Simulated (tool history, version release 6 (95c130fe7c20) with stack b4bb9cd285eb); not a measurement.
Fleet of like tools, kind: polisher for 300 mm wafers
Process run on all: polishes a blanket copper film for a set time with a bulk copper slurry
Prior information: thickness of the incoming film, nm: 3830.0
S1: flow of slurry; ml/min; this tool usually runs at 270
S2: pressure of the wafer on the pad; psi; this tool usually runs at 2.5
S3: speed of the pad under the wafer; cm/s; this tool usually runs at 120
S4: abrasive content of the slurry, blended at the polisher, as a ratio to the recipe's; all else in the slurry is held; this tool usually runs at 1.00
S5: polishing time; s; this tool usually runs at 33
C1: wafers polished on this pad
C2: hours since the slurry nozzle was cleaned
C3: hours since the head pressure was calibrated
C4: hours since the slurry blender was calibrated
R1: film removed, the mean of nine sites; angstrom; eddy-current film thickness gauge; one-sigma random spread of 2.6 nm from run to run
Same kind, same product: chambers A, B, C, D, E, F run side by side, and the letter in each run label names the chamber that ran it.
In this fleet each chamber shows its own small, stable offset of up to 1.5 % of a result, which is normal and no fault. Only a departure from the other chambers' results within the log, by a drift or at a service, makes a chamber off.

{"hour": 2.3, "done": "chamber A: slurry nozzle cleaned"}
{"run": "1D", "hour": 6.5, "S1": 270, "S2": 2.5, "S3": 120, "S4": 1.0, "S5": 33, "C1": 946, "C2": 242.3, "C3": 648.1, "C4": 75.0, "R1": 2732.6}
{"hour": 13.2, "done": "chamber D: worn pad replaced by a new one"}
{"run": "2C", "hour": 16.1, "S1": 270, "S2": 2.5, "S3": 120, "S4": 1.0, "S5": 33, "C1": 698, "C2": 323.4, "C3": 361.4, "C4": 279.7, "R1": 2713.3}
{"run": "3F", "hour": 24.1, "S1": 270, "S2": 2.5, "S3": 120, "S4": 1.0, "S5": 33, "C1": 1026, "C2": 168.8, "C3": 406.6, "C4": 24.5, "R1": 2712.3}
{"run": "4E", "hour": 29.2, "S1": 270, "S2": 2.5, "S3": 120, "S4": 1.0, "S5": 33, "C1": 956, "C2": 425.5, "C3": 38.2, "C4": 124.4, "R1": 2714.9}
{"run": "5A", "hour": 39.1, "S1": 270, "S2": 2.5, "S3": 120, "S4": 1.0, "S5": 33, "C1": 967, "C2": 36.9, "C3": 112.6, "C4": 143.4, "R1": 2767.9}
{"hour": 43.2, "done": "chamber F: worn pad replaced by a new one"}
{"hour": 43.8, "done": "chamber A: worn pad replaced by a new one"}
{"hour": 45.6, "done": "chamber E: worn pad replaced by a new one"}
{"run": "6B", "hour": 49.8, "S1": 270, "S2": 2.5, "S3": 120, "S4": 1.0, "S5": 33, "C1": 1154, "C2": 261.4, "C3": 381.2, "C4": 192.2, "R1": 2694.8}
{"hour": 51.4, "done": "chamber B: worn pad replaced by a new one"}
{"hour": 56.0, "done": "chamber B: slurry blender recalibrated"}
{"run": "7A", "hour": 57.5, "S1": 270, "S2": 2.5, "S3": 120, "S4": 1.0, "S5": 33, "C1": 227, "C2": 55.3, "C3": 131.0, "C4": 161.8, "R1": 2764.2}
{"hour": 61.8, "done": "chamber D: slurry blender recalibrated"}
{"run": "8F", "hour": 62.4, "S1": 270, "S2": 2.5, "S3": 120, "S4": 0.85, "S5": 42, "C1": 318, "C2": 207.1, "C3": 444.9, "C4": 62.8, "R1": 3413.4}
{"hour": 65.8, "done": "chamber E: slurry nozzle cleaned"}
{"run": "9B", "hour": 70.4, "S1": 270, "S2": 2.5, "S3": 120, "S4": 0.85, "S5": 42, "C1": 315, "C2": 282.0, "C3": 401.8, "C4": 14.4, "R1": 3372.7}
{"run": "10D", "hour": 79.0, "S1": 270, "S2": 2.5, "S3": 120, "S4": 0.85, "S5": 42, "C1": 1089, "C2": 314.8, "C3": 720.6, "C4": 17.3, "R1": 3342.5}
{"run": "11E", "hour": 86.7, "S1": 270, "S2": 2.5, "S3": 120, "S4": 0.85, "S5": 42, "C1": 681, "C2": 21.0, "C3": 95.7, "C4": 181.9, "R1": 3444.2}
{"hour": 88.6, "done": "chamber D: worn pad replaced by a new one"}
{"run": "12C", "hour": 93.8, "S1": 270, "S2": 2.5, "S3": 120, "S4": 0.85, "S5": 42, "C1": 1984, "C2": 401.1, "C3": 439.1, "C4": 357.4, "R1": 3362.3}
{"run": "13B", "hour": 99.6, "S1": 270, "S2": 2.5, "S3": 120, "S4": 0.85, "S5": 42, "C1": 798, "C2": 311.2, "C3": 431.0, "C4": 43.6, "R1": 3295.8}
{"run": "14F", "hour": 110.2, "S1": 325, "S2": 2.5, "S3": 140, "S4": 1.0, "S5": 33, "C1": 1109, "C2": 254.9, "C3": 492.7, "C4": 110.6, "R1": 3231.7}
{"hour": 111.1, "done": "chamber D: head pressure recalibrated"}
{"hour": 114.3, "done": "chamber B: worn pad replaced by a new one"}
{"hour": 114.9, "done": "chamber A: worn pad replaced by a new one"}
{"run": "15D", "hour": 118.6, "S1": 325, "S2": 2.5, "S3": 140, "S4": 1.0, "S5": 33, "C1": 497, "C2": 354.4, "C3": 7.5, "C4": 56.9, "R1": 3236.6}
{"hour": 120.5, "done": "chamber F: worn pad replaced by a new one"}
{"run": "16E", "hour": 127.8, "S1": 325, "S2": 2.5, "S3": 140, "S4": 1.0, "S5": 33, "C1": 1361, "C2": 62.1, "C3": 136.8, "C4": 223.0, "R1": 3286.4}
{"hour": 129.0, "done": "chamber E: worn pad replaced by a new one"}
{"run": "17C", "hour": 138.3, "S1": 325, "S2": 2.5, "S3": 140, "S4": 1.0, "S5": 33, "C1": 2721, "C2": 445.6, "C3": 483.6, "C4": 401.9, "R1": 3168.5}
{"hour": 141.7, "done": "chamber F: head pressure recalibrated"}
{"run": "18A", "hour": 148.7, "S1": 325, "S2": 2.5, "S3": 140, "S4": 1.0, "S5": 33, "C1": 560, "C2": 146.5, "C3": 222.2, "C4": 253.0, "R1": 3257.3}
{"hour": 151.2, "done": "chamber D: worn pad replaced by a new one"}
{"hour": 157.6, "done": "chamber C: slurry blender recalibrated"}
{"run": "19D", "hour": 159.8, "S1": 325, "S2": 2.5, "S3": 140, "S4": 1.0, "S5": 33, "C1": 142, "C2": 395.6, "C3": 48.7, "C4": 98.1, "R1": 3218.5}
{"hour": 169.4, "done": "chamber B: head pressure recalibrated"}
{"run": "20A", "hour": 169.6, "S1": 325, "S2": 2.5, "S3": 140, "S4": 1.0, "S5": 33, "C1": 906, "C2": 167.4, "C3": 243.1, "C4": 273.9, "R1": 3287.9}
{"run": "21C", "hour": 178.1, "S1": 325, "S2": 2.5, "S3": 140, "S4": 1.0, "S5": 33, "C1": 3379, "C2": 485.4, "C3": 523.4, "C4": 20.5, "R1": 3120.9}
{"hour": 179.0, "done": "chamber D: slurry blender recalibrated"}
{"hour": 179.9, "done": "chamber B: worn pad replaced by a new one"}
{"hour": 183.0, "done": "chamber F: worn pad replaced by a new one"}
{"run": "22E", "hour": 187.0, "S1": 325, "S2": 2.5, "S3": 140, "S4": 1.0, "S5": 33, "C1": 960, "C2": 121.3, "C3": 196.0, "C4": 282.2, "R1": 3197.5}
{"hour": 191.8, "done": "chamber A: worn pad replaced by a new one"}
{"run": "23F", "hour": 196.3, "S1": 325, "S2": 2.5, "S3": 140, "S4": 1.0, "S5": 33, "C1": 221, "C2": 341.0, "C3": 54.6, "C4": 196.7, "R1": 3278.1}
{"run": "24B", "hour": 206.4, "S1": 325, "S2": 2.5, "S3": 140, "S4": 1.0, "S5": 33, "C1": 439, "C2": 418.0, "C3": 37.1, "C4": 150.4, "R1": 3197.7}
{"hour": 209.4, "done": "chamber E: worn pad replaced by a new one"}
{"hour": 211.7, "done": "chamber A: slurry blender recalibrated"}
{"run": "25E", "hour": 213.4, "S1": 325, "S2": 2.5, "S3": 140, "S4": 1.0, "S5": 33, "C1": 66, "C2": 147.7, "C3": 222.4, "C4": 308.6, "R1": 3227.6}
{"run": "26D", "hour": 223.3, "S1": 270, "S2": 2.5, "S3": 120, "S4": 1.0, "S5": 33, "C1": 1194, "C2": 459.1, "C3": 112.2, "C4": 44.3, "R1": 2699.2}
{"hour": 231.0, "done": "chamber D: worn pad replaced by a new one"}
{"run": "27A", "hour": 232.4, "S1": 270, "S2": 2.5, "S3": 120, "S4": 1.0, "S5": 33, "C1": 673, "C2": 230.2, "C3": 305.9, "C4": 20.7, "R1": 2773.0}
{"hour": 241.9, "done": "chamber B: slurry blender recalibrated"}
{"run": "28C", "hour": 242.6, "S1": 270, "S2": 2.5, "S3": 120, "S4": 1.0, "S5": 33, "C1": 4447, "C2": 549.9, "C3": 587.9, "C4": 85.0, "R1": 2556.5}
{"hour": 248.0, "done": "chamber B: worn pad replaced by a new one"}
{"run": "29B", "hour": 249.5, "S1": 270, "S2": 2.5, "S3": 120, "S4": 1.0, "S5": 33, "C1": 26, "C2": 461.1, "C3": 80.2, "C4": 7.7, "R1": 2711.5}
{"hour": 254.9, "done": "chamber F: worn pad replaced by a new one"}
{"hour": 255.7, "done": "chamber A: worn pad replaced by a new one"}
{"run": "30F", "hour": 257.4, "S1": 270, "S2": 2.5, "S3": 120, "S4": 1.0, "S5": 33, "C1": 42, "C2": 402.1, "C3": 115.7, "C4": 257.8, "R1": 2727.0}
{"hour": 265.3, "done": "chamber F: slurry blender recalibrated"}
{"run": "31B", "hour": 265.5, "S1": 270, "S2": 2.5, "S3": 120, "S4": 1.0, "S5": 33, "C1": 291, "C2": 477.1, "C3": 96.2, "C4": 23.7, "R1": 2740.0}
{"hour": 271.7, "done": "chamber E: worn pad replaced by a new one"}
{"run": "32A", "hour": 276.6, "S1": 270, "S2": 2.5, "S3": 120, "S4": 1.0, "S5": 33, "C1": 347, "C2": 274.4, "C3": 350.1, "C4": 64.9, "R1": 2787.5}
{"hour": 284.1, "done": "chamber D: slurry nozzle cleaned"}
{"hour": 286.9, "done": "chamber C: head pressure recalibrated"}
{"run": "33D", "hour": 287.2, "S1": 270, "S2": 2.5, "S3": 120, "S4": 1.0, "S5": 33, "C1": 931, "C2": 3.1, "C3": 176.1, "C4": 108.2, "R1": 2703.1}
{"hour": 288.5, "done": "chamber D: slurry blender recalibrated"}
{"run": "34F", "hour": 295.9, "S1": 270, "S2": 1.9, "S3": 120, "S4": 1.0, "S5": 26, "C1": 680, "C2": 440.6, "C3": 154.2, "C4": 30.7, "R1": 1612.5}
{"hour": 299.3, "done": "chamber D: worn pad replaced by a new one"}
{"run": "35C", "hour": 307.0, "S1": 270, "S2": 1.9, "S3": 120, "S4": 1.0, "S5": 26, "C1": 5513, "C2": 614.3, "C3": 20.2, "C4": 149.4, "R1": 1534.8}
{"run": "36E", "hour": 312.6, "S1": 270, "S2": 1.9, "S3": 120, "S4": 1.0, "S5": 26, "C1": 678, "C2": 246.9, "C3": 321.6, "C4": 407.8, "R1": 1643.8}
{"run": "37E", "hour": 323.5, "S1": 270, "S2": 1.9, "S3": 120, "S4": 1.0, "S5": 26, "C1": 858, "C2": 257.8, "C3": 332.5, "C4": 418.7, "R1": 1673.4}
{"hour": 323.6, "done": "chamber A: worn pad replaced by a new one"}
{"hour": 326.2, "done": "chamber F: worn pad replaced by a new one"}
{"hour": 329.8, "done": "chamber B: worn pad replaced by a new one"}
{"run": "38C", "hour": 333.3, "S1": 270, "S2": 1.9, "S3": 120, "S4": 1.0, "S5": 26, "C1": 5949, "C2": 640.6, "C3": 46.5, "C4": 175.7, "R1": 1522.5}
{"run": "39A", "hour": 340.6, "S1": 270, "S2": 1.9, "S3": 120, "S4": 1.0, "S5": 26, "C1": 281, "C2": 338.4, "C3": 414.1, "C4": 128.9, "R1": 1623.1}
{"run": "40D", "hour": 351.3, "S1": 270, "S2": 2.5, "S3": 120, "S4": 0.9, "S5": 33, "C1": 861, "C2": 67.2, "C3": 240.2, "C4": 62.8, "R1": 2668.4}
{"run": "41B", "hour": 357.7, "S1": 270, "S2": 2.5, "S3": 120, "S4": 0.9, "S5": 33, "C1": 462, "C2": 569.3, "C3": 188.4, "C4": 115.9, "R1": 2631.9}
{"run": "42F", "hour": 365.6, "S1": 270, "S2": 2.5, "S3": 120, "S4": 0.9, "S5": 33, "C1": 652, "C2": 510.3, "C3": 223.9, "C4": 100.4, "R1": 2678.7}

All 6 chambers run these settings next. Forecast each chamber's results:
{"run": "43A", "hour": 373.7, "S1": 270, "S2": 2.5, "S3": 120, "S4": 0.9, "S5": 33, "R1": "?"}
{"run": "43B", "hour": 373.7, "S1": 270, "S2": 2.5, "S3": 120, "S4": 0.9, "S5": 33, "R1": "?"}
{"run": "43C", "hour": 373.7, "S1": 270, "S2": 2.5, "S3": 120, "S4": 0.9, "S5": 33, "R1": "?"}
{"run": "43D", "hour": 373.7, "S1": 270, "S2": 2.5, "S3": 120, "S4": 0.9, "S5": 33, "R1": "?"}
{"run": "43E", "hour": 373.7, "S1": 270, "S2": 2.5, "S3": 120, "S4": 0.9, "S5": 33, "R1": "?"}
{"run": "43F", "hour": 373.7, "S1": 270, "S2": 2.5, "S3": 120, "S4": 0.9, "S5": 33, "R1": "?"}

run=43A R1=2672.2
run=43B R1=2649.7
run=43C R1=2463.9
run=43D R1=2688.2
run=43E R1=2644.6
run=43F R1=2648.5
